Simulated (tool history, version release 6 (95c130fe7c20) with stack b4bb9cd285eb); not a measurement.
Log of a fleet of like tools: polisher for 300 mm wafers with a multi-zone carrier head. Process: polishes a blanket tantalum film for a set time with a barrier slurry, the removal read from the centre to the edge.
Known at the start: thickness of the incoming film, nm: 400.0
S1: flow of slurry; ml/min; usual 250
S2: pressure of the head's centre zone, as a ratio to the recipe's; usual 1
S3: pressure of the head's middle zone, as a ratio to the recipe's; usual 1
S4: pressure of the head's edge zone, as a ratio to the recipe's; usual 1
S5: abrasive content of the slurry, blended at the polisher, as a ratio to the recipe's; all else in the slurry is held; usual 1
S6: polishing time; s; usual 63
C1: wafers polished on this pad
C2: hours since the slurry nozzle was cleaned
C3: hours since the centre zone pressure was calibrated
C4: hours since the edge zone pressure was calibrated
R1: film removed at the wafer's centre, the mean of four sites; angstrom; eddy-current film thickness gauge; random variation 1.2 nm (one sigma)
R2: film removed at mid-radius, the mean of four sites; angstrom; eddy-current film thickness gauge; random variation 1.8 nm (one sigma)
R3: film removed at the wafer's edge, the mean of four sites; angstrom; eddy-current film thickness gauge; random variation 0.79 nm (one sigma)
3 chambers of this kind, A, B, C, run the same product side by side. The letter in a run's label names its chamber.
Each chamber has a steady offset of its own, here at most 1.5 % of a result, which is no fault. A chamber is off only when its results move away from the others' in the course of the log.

run	hour	S1	S2	S3	S4	S5	S6	C1	C2	C3	C4	R1	R2	R3
1C	4.4	250	1	1	1	1	63	1102	217.7	204.5	309.7	1274.6	1255	1245.5
# hour 5.1: chamber C: slurry nozzle cleaned
2A	7.8	250	1	1	1	1	63	565	147.4	54.4	62.2	1248.9	1220.8	1224.5
3B	13.8	250	1	1	1	1	63	782	250.7	305.2	419.9	1243.4	1244.9	1229.9
4C	16.8	250	1	1	1	1	63	1219	11.7	216.9	322.1	1227.9	1235.1	1236.5
# hour 19.5: chamber B: worn pad replaced by a new one
5A	21.5	250	1	1	1	1	63	694	161.1	68.1	75.9	1227.8	1272.7	1238.8
6B	25.7	250	1	1	1	1	63	58	262.6	317.1	431.8	1233.9	1211.2	1227.4
# hour 27.4: chamber C: worn pad replaced by a new one
7B	29.9	250	1	1	1	1	63	98	266.8	321.3	436	1234.9	1228.4	1229
8A	35.6	250	1.1	1	1	1	63	827	175.2	82.2	90	1362.7	1225.3	1222.9
9C	39.5	250	1.1	1	1	1	63	114	34.4	239.6	344.8	1401	1217.3	1244.2
10A	42.2	250	1.1	1	1	1	63	890	181.8	88.8	96.6	1361.9	1247.9	1231.6
11B	45.5	250	1	1	1	1	63	245	282.4	336.9	451.6	1224.6	1243.8	1229.1
12C	50.2	250	1	1	1	1	63	215	45.1	250.3	355.5	1258	1220.8	1248.7
13C	54.1	250	1	1	1	1	63	252	49	254.2	359.4	1254.1	1185.2	1264.8
14B	58	250	1	1	1	1	63	363	294.9	349.4	464.1	1250	1193.1	1234.7
15A	63.8	250	1	1	1	1	63	1094	203.4	110.4	118.2	1250.1	1270.4	1246.5
16A	67	320	1	1	0.95	1	63	1124	206.6	113.6	121.4	1254.4	1286.7	1231.5
17C	69.7	320	1	1	0.95	1	63	399	64.6	269.8	375	1275.8	1253.1	1239.6
18B	74.2	320	1	1	0.95	1	63	516	311.1	365.6	480.3	1256.6	1257.7	1224.1
19A	78.2	250	1	1	1	1	63	1230	217.8	124.8	132.6	1240.6	1231.5	1233.1
# hour 80.1: chamber B: edge zone pressure recalibrated
20C	81.8	250	1	1.04	1.08	1	63	514	76.7	281.9	387.1	1261	1275.3	1292.2
# hour 84.6: chamber A: worn pad replaced by a new one
21B	85.7	250	1	1.04	1.08	1	63	625	322.6	377.1	5.7	1250.2	1294.2	1289
22B	90.2	250	1	1.04	1.08	1	63	667	327.1	381.6	10.2	1245.9	1228.2	1283.4
# hour 94.1: chamber B: worn pad replaced by a new one
23C	95.3	250	1	1	1	1	63	641	90.2	295.4	400.6	1239.9	1226.6	1244
24A	99.9	250	1	1	1	1	63	145	239.5	146.5	154.3	1236.7	1228.5	1234.6
25B	103.8	250	1	1	1	1	63	91	340.7	395.2	23.8	1225.9	1256	1243.9
26A	108.2	280	1	1	1.07	1	63	223	247.8	154.8	162.6	1244.8	1272.2	1280.1
27C	112.2	280	1	1	1.07	1	63	801	107.1	312.3	417.5	1262.4	1257.8	1313.3
28B	115.5	280	1	1	1.07	1	63	202	352.4	406.9	35.5	1252.9	1248.2	1291.3
29C	120.6	250	1	1	1	1	63	880	115.5	320.7	425.9	1235	1196.2	1253.5

All 3 chambers run these settings next. Forecast each chamber's results:
30A	124.8	250	1	1.05	1	1	63					?	?	?
30B	124.8	250	1	1.05	1	1	63					?	?	?
30C	124.8	250	1	1.05	1	1	63					?	?	?

run	R1	R2	R3
30A	1234.7	1321.9	1226.4
30B	1221	1276.9	1234.4
30C	1255.4	1305.4	1243.1
